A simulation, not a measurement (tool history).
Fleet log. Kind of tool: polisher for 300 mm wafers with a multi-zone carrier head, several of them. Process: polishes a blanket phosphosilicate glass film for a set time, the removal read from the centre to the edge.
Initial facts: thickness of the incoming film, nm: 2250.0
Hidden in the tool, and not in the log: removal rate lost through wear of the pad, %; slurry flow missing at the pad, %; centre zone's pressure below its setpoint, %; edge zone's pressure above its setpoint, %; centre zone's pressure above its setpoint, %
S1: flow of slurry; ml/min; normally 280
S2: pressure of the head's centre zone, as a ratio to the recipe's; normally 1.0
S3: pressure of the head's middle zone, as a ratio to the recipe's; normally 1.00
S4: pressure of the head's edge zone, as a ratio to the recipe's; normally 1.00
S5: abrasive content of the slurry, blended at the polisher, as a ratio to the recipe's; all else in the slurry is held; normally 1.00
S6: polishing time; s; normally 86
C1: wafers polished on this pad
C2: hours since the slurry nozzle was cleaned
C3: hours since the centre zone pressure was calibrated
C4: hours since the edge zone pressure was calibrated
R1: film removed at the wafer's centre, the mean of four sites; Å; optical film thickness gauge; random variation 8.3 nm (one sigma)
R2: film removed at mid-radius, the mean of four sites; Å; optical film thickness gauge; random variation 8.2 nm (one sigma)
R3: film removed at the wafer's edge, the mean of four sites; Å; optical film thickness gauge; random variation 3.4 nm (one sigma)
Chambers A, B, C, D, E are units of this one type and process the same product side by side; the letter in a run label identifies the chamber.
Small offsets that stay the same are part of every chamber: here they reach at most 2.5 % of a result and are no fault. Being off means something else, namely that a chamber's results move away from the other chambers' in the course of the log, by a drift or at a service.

{"hour": 2.2, "done": "chamber D: worn pad replaced by a new one"}
{"run": "1B", "hour": 5.8, "S1": 280, "S2": 1.0, "S3": 1.0, "S4": 1.0, "S5": 1.0, "S6": 86, "C1": 536, "C2": 256.6, "C3": 299.4, "C4": 54.8, "R1": 5546.3, "R2": 5524.5, "R3": 5548.4}
{"run": "2D", "hour": 9.5, "S1": 280, "S2": 1.0, "S3": 1.0, "S4": 1.0, "S5": 1.0, "S6": 86, "C1": 91, "C2": 252.3, "C3": 105.5, "C4": 605.9, "R1": 5780.3, "R2": 5679.8, "R3": 5575.6}
{"hour": 12.1, "done": "chamber E: edge zone pressure recalibrated"}
{"run": "3A", "hour": 15.6, "S1": 280, "S2": 1.0, "S3": 1.0, "S4": 1.0, "S5": 1.0, "S6": 86, "C1": 339, "C2": 240.4, "C3": 278.9, "C4": 518.2, "R1": 5585.4, "R2": 5628.2, "R3": 5603.2}
{"run": "4C", "hour": 18.8, "S1": 280, "S2": 1.0, "S3": 1.0, "S4": 1.0, "S5": 1.0, "S6": 86, "C1": 353, "C2": 185.9, "C3": 552.1, "C4": 193.5, "R1": 5595.4, "R2": 5544.7, "R3": 5649.2}
{"run": "5E", "hour": 22.9, "S1": 280, "S2": 1.0, "S3": 1.0, "S4": 1.0, "S5": 1.0, "S6": 86, "C1": 751, "C2": 68.3, "C3": 256.5, "C4": 10.8, "R1": 5544.4, "R2": 5687.7, "R3": 5691.7}
{"run": "6C", "hour": 28.5, "S1": 280, "S2": 1.0, "S3": 1.0, "S4": 1.0, "S5": 1.0, "S6": 86, "C1": 473, "C2": 195.6, "C3": 561.8, "C4": 203.2, "R1": 5463.2, "R2": 5530.8, "R3": 5581.3}
{"run": "7D", "hour": 34.6, "S1": 280, "S2": 1.0, "S3": 1.0, "S4": 1.0, "S5": 1.0, "S6": 86, "C1": 404, "C2": 277.4, "C3": 130.6, "C4": 631.0, "R1": 5519.9, "R2": 5709.1, "R3": 5620.0}
{"run": "8E", "hour": 39.1, "S1": 280, "S2": 1.0, "S3": 1.0, "S4": 1.0, "S5": 1.0, "S6": 86, "C1": 953, "C2": 84.5, "C3": 272.7, "C4": 27.0, "R1": 5623.8, "R2": 5678.6, "R3": 5723.0}
{"hour": 39.6, "done": "chamber E: worn pad replaced by a new one"}
{"hour": 41.5, "done": "chamber C: worn pad replaced by a new one"}
{"run": "9B", "hour": 43.6, "S1": 280, "S2": 1.0, "S3": 1.0, "S4": 1.0, "S5": 1.0, "S6": 86, "C1": 1006, "C2": 294.4, "C3": 337.2, "C4": 92.6, "R1": 5714.0, "R2": 5569.3, "R3": 5527.2}
{"run": "10A", "hour": 47.1, "S1": 280, "S2": 1.0, "S3": 1.0, "S4": 1.0, "S5": 0.75, "S6": 86, "C1": 731, "C2": 271.9, "C3": 310.4, "C4": 549.7, "R1": 4774.8, "R2": 4944.0, "R3": 4944.0}
{"run": "11C", "hour": 53.4, "S1": 280, "S2": 1.0, "S3": 1.0, "S4": 1.0, "S5": 0.75, "S6": 86, "C1": 148, "C2": 220.5, "C3": 586.7, "C4": 228.1, "R1": 4847.7, "R2": 5005.1, "R3": 4934.9}
{"hour": 56.6, "done": "chamber B: worn pad replaced by a new one"}
{"run": "12B", "hour": 58.1, "S1": 280, "S2": 1.0, "S3": 1.0, "S4": 1.0, "S5": 0.75, "S6": 86, "C1": 19, "C2": 308.9, "C3": 351.7, "C4": 107.1, "R1": 4915.3, "R2": 4721.4, "R3": 4855.2}
{"run": "13A", "hour": 61.5, "S1": 280, "S2": 1.0, "S3": 1.0, "S4": 1.0, "S5": 0.75, "S6": 86, "C1": 910, "C2": 286.3, "C3": 324.8, "C4": 564.1, "R1": 4678.8, "R2": 4984.2, "R3": 4960.9}
{"hour": 64.5, "done": "chamber C: slurry nozzle cleaned"}
{"run": "14E", "hour": 66.2, "S1": 280, "S2": 1.0, "S3": 1.0, "S4": 1.0, "S5": 0.75, "S6": 86, "C1": 331, "C2": 111.6, "C3": 299.8, "C4": 54.1, "R1": 4826.8, "R2": 5000.3, "R3": 4895.6}
{"hour": 66.6, "done": "chamber D: worn pad replaced by a new one"}
{"run": "15D", "hour": 70.3, "S1": 280, "S2": 1.0, "S3": 1.0, "S4": 1.0, "S5": 1.0, "S6": 86, "C1": 46, "C2": 313.1, "C3": 166.3, "C4": 666.7, "R1": 5458.1, "R2": 5733.0, "R3": 5683.2}
{"hour": 72.1, "done": "chamber A: worn pad replaced by a new one"}
{"run": "16E", "hour": 75.6, "S1": 280, "S2": 1.0, "S3": 1.0, "S4": 1.0, "S5": 1.0, "S6": 86, "C1": 448, "C2": 121.0, "C3": 309.2, "C4": 63.5, "R1": 5527.0, "R2": 5634.5, "R3": 5636.3}
{"run": "17A", "hour": 78.8, "S1": 280, "S2": 1.0, "S3": 1.0, "S4": 1.0, "S5": 1.0, "S6": 86, "C1": 83, "C2": 303.6, "C3": 342.1, "C4": 581.4, "R1": 5489.7, "R2": 5498.8, "R3": 5639.7}
{"run": "18B", "hour": 85.6, "S1": 280, "S2": 1.1, "S3": 1.0, "S4": 1.0, "S5": 1.0, "S6": 86, "C1": 361, "C2": 336.4, "C3": 379.2, "C4": 134.6, "R1": 6271.6, "R2": 5584.0, "R3": 5532.8}
{"run": "19D", "hour": 89.7, "S1": 280, "S2": 1.1, "S3": 1.0, "S4": 1.0, "S5": 1.0, "S6": 86, "C1": 288, "C2": 332.5, "C3": 185.7, "C4": 686.1, "R1": 6275.6, "R2": 5718.8, "R3": 5619.1}
{"run": "20C", "hour": 93.4, "S1": 280, "S2": 1.1, "S3": 1.0, "S4": 1.0, "S5": 1.0, "S6": 86, "C1": 646, "C2": 28.9, "C3": 626.7, "C4": 268.1, "R1": 6085.4, "R2": 5458.7, "R3": 5618.7}
{"hour": 96.3, "done": "chamber C: worn pad replaced by a new one"}
{"run": "21E", "hour": 97.9, "S1": 280, "S2": 1.1, "S3": 1.0, "S4": 1.0, "S5": 1.0, "S6": 86, "C1": 725, "C2": 143.3, "C3": 331.5, "C4": 85.8, "R1": 6266.9, "R2": 5735.2, "R3": 5711.0}
{"run": "22B", "hour": 102.0, "S1": 280, "S2": 1.1, "S3": 1.0, "S4": 1.0, "S5": 1.0, "S6": 86, "C1": 565, "C2": 352.8, "C3": 395.6, "C4": 151.0, "R1": 6186.6, "R2": 5688.2, "R3": 5507.0}
{"hour": 104.7, "done": "chamber E: worn pad replaced by a new one"}
{"run": "23C", "hour": 107.2, "S1": 280, "S2": 1.0, "S3": 1.0, "S4": 0.94, "S5": 1.0, "S6": 102, "C1": 135, "C2": 42.7, "C3": 640.5, "C4": 281.9, "R1": 6614.0, "R2": 6680.9, "R3": 6499.7}
{"run": "24D", "hour": 114.2, "S1": 280, "S2": 1.0, "S3": 1.0, "S4": 0.94, "S5": 1.0, "S6": 102, "C1": 592, "C2": 357.0, "C3": 210.2, "C4": 710.6, "R1": 6633.5, "R2": 6758.8, "R3": 6422.4}
{"run": "25A", "hour": 118.7, "S1": 280, "S2": 1.0, "S3": 1.0, "S4": 0.94, "S5": 1.0, "S6": 102, "C1": 580, "C2": 343.5, "C3": 382.0, "C4": 621.3, "R1": 6161.3, "R2": 6657.3, "R3": 6399.2}
{"hour": 121.4, "done": "chamber D: worn pad replaced by a new one"}
{"run": "26A", "hour": 124.9, "S1": 280, "S2": 1.0, "S3": 1.0, "S4": 0.94, "S5": 1.0, "S6": 102, "C1": 657, "C2": 349.7, "C3": 388.2, "C4": 627.5, "R1": 6328.9, "R2": 6747.8, "R3": 6521.6}
{"run": "27E", "hour": 129.1, "S1": 280, "S2": 1.0, "S3": 1.0, "S4": 0.94, "S5": 1.0, "S6": 102, "C1": 304, "C2": 174.5, "C3": 362.7, "C4": 117.0, "R1": 6738.7, "R2": 6600.7, "R3": 6530.5}
{"run": "28C", "hour": 135.2, "S1": 280, "S2": 1.0, "S3": 1.0, "S4": 1.0, "S5": 1.0, "S6": 86, "C1": 484, "C2": 70.7, "C3": 668.5, "C4": 309.9, "R1": 5538.6, "R2": 5730.0, "R3": 5566.1}
{"run": "29B", "hour": 141.0, "S1": 280, "S2": 1.0, "S3": 1.04, "S4": 1.0, "S5": 1.0, "S6": 86, "C1": 1050, "C2": 391.8, "C3": 434.6, "C4": 190.0, "R1": 5576.1, "R2": 5702.4, "R3": 5629.5}
{"run": "30D", "hour": 145.0, "S1": 280, "S2": 1.0, "S3": 1.04, "S4": 1.0, "S5": 1.0, "S6": 86, "C1": 294, "C2": 387.8, "C3": 241.0, "C4": 741.4, "R1": 5540.6, "R2": 5853.3, "R3": 5666.8}
{"run": "31E", "hour": 151.3, "S1": 280, "S2": 1.0, "S3": 1.04, "S4": 1.0, "S5": 1.0, "S6": 86, "C1": 580, "C2": 196.7, "C3": 384.9, "C4": 139.2, "R1": 5435.7, "R2": 5853.5, "R3": 5704.7}
{"run": "32A", "hour": 155.4, "S1": 280, "S2": 1.0, "S3": 1.04, "S4": 1.0, "S5": 1.0, "S6": 86, "C1": 1036, "C2": 380.2, "C3": 418.7, "C4": 658.0, "R1": 5095.9, "R2": 5919.5, "R3": 5634.6}
{"run": "33D", "hour": 161.2, "S1": 280, "S2": 1.0, "S3": 1.04, "S4": 1.0, "S5": 1.0, "S6": 86, "C1": 495, "C2": 404.0, "C3": 257.2, "C4": 757.6, "R1": 5513.3, "R2": 5827.4, "R3": 5644.9}

Read the log: is a single chamber off, either drifting away or since a service, is the gauge that measures every chamber drifting, or is nothing wrong beyond small per-chamber offsets? Name any odd chamber and what most likely caused it.

Chamber A drifts away from the others.
Most likely cause: centre zone's pressure below its setpoint, % = 7.12.

Below are 4 candidate recipes for chamber A's next run, each the usual settings with a change, their results shown as question marks. Which of them brings A's results back in line with what the other chambers give on the usual settings?
A result is in line if it is within this distance of the other chambers' mean on the usual settings: R1 290.0 Å; R2 290.0 Å; R3 120.0 Å
{"run": "34A-1", "hour": 166.5, "S1": 290, "S2": 1.17, "S3": 0.95, "S4": 0.95, "S5": 1.0, "S6": 87, "R1": "?", "R2": "?", "R3": "?"}
{"run": "34A-2", "hour": 166.5, "S1": 275, "S2": 0.92, "S3": 1.02, "S4": 1.02, "S5": 1.0, "S6": 85, "R1": "?", "R2": "?", "R3": "?"}
{"run": "34A-3", "hour": 166.5, "S1": 270, "S2": 0.83, "S3": 1.05, "S4": 1.05, "S5": 1.0, "S6": 85, "R1": "?", "R2": "?", "R3": "?"}
{"run": "34A-4", "hour": 166.5, "S1": 285, "S2": 1.08, "S3": 0.98, "S4": 0.98, "S5": 1.0, "S6": 87, "R1": "?", "R2": "?", "R3": "?"}

On the usual settings, the other chambers give on average: R1 5581.0 Å; R2 5628.8 Å; R3 5631.5 Å
run=34A-1 R1=6084.8 R2=5509.3 R3=5596.0
run=34A-2 R1=4547.9 R2=5723.1 R3=5647.4
run=34A-3 R1=4048.8 R2=5869.8 R3=5725.5
run=34A-4 R1=5569.7 R2=5661.7 R3=5677.7
34A-4 puts the chamber back in line with the other chambers.

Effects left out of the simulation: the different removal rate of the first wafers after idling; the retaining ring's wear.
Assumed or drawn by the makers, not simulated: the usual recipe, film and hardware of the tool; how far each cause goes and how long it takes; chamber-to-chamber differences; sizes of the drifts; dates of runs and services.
